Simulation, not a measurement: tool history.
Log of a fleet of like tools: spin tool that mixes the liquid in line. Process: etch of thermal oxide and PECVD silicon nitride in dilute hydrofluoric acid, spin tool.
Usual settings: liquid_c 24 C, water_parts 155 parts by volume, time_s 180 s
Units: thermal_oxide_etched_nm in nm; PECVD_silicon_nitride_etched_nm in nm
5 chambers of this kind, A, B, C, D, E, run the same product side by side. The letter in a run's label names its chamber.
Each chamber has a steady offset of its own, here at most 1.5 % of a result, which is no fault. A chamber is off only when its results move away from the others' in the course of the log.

run,hour,liquid_c,water_parts,time_s,"read-back film thickness of the thermal oxide reference wafer, read on the same gauge (nm)","read-back film thickness of the PECVD silicon nitride reference wafer, read on the same gauge (nm)",thermal_oxide_etched_nm,PECVD_silicon_nitride_etched_nm
1E,8.8,24,155,180,59.996,39.995,5.3296,2.372
2C,21.5,24,155,180,59.964,40.03,5.3862,2.4069
3B,33.5,24,155,180,59.975,39.978,5.4191,2.4231
4D,42,24,155,180,59.993,40.052,5.3595,2.354
5A,53.8,24,155,180,59.99,39.982,5.3835,2.3637
6B,68.8,20.5,155,145,60.003,40.02,3.7991,1.5433
7D,77.4,20.5,155,145,59.981,40.026,3.7921,1.5118
8A,91.5,20.5,155,145,59.997,39.982,3.8405,1.5578
9E,103.8,20.5,155,145,59.963,39.98,3.773,1.5021
10C,118.5,20.5,155,145,60.018,40.005,3.7882,1.501
11D,131.7,28,155,265,59.978,39.952,9.2577,4.425
12C,147.2,28,155,265,60.007,40.04,9.2362,4.5477
13B,159.9,28,155,265,59.983,39.984,9.2964,4.5897
# hour 166.8: chamber A: hydrofluoric acid flow meter replaced
14A,167,28,155,265,60.018,39.978,9.2531,4.4517
15E,181.7,28,155,265,60.006,39.992,9.172,4.5305
# hour 191.6: chamber B: hydrofluoric acid flow meter replaced
16C,196.8,24,155,285,60.01,40.002,8.468,3.7944
17A,212.4,24,155,285,60.016,39.994,8.5899,3.6917
18B,219.8,24,155,285,59.99,39.981,8.5501,3.7996
19E,229.8,24,155,285,59.992,40.012,8.48,3.7873
20D,238.8,24,155,285,59.974,40.021,8.5383,3.7387
21C,250.4,24,155,255,59.998,39.987,7.7039,3.4167
22A,261.7,24,155,255,60.035,39.989,7.6351,3.3497
23E,275.8,24,155,255,59.976,40.006,7.6725,3.3604
# hour 279.3: chamber D: hydrofluoric acid flow meter replaced
24B,289.2,24,155,255,60,39.972,7.7234,3.3717
# hour 295.4: chamber D: thermometer replaced
25D,300.5,24,155,255,60.028,40.043,7.5906,3.3183
26C,315.9,24,155,180,59.977,40.001,5.3777,2.3936
27A,330.6,24,155,180,59.974,40.003,5.4531,2.3522
28E,338.9,24,155,180,59.93,40.043,5.4369,2.3536
29B,354.9,24,155,180,59.987,40.006,5.3903,2.3642
30D,365.1,24,155,180,60.027,39.98,5.3245,2.3445

What goes on in this fleet: one chamber off, a drifting gauge, or nothing beyond the chambers' own small offsets? Name the chamber and the cause, if any.

No chamber stands off beyond its own small offset, and the gauge holds steady.
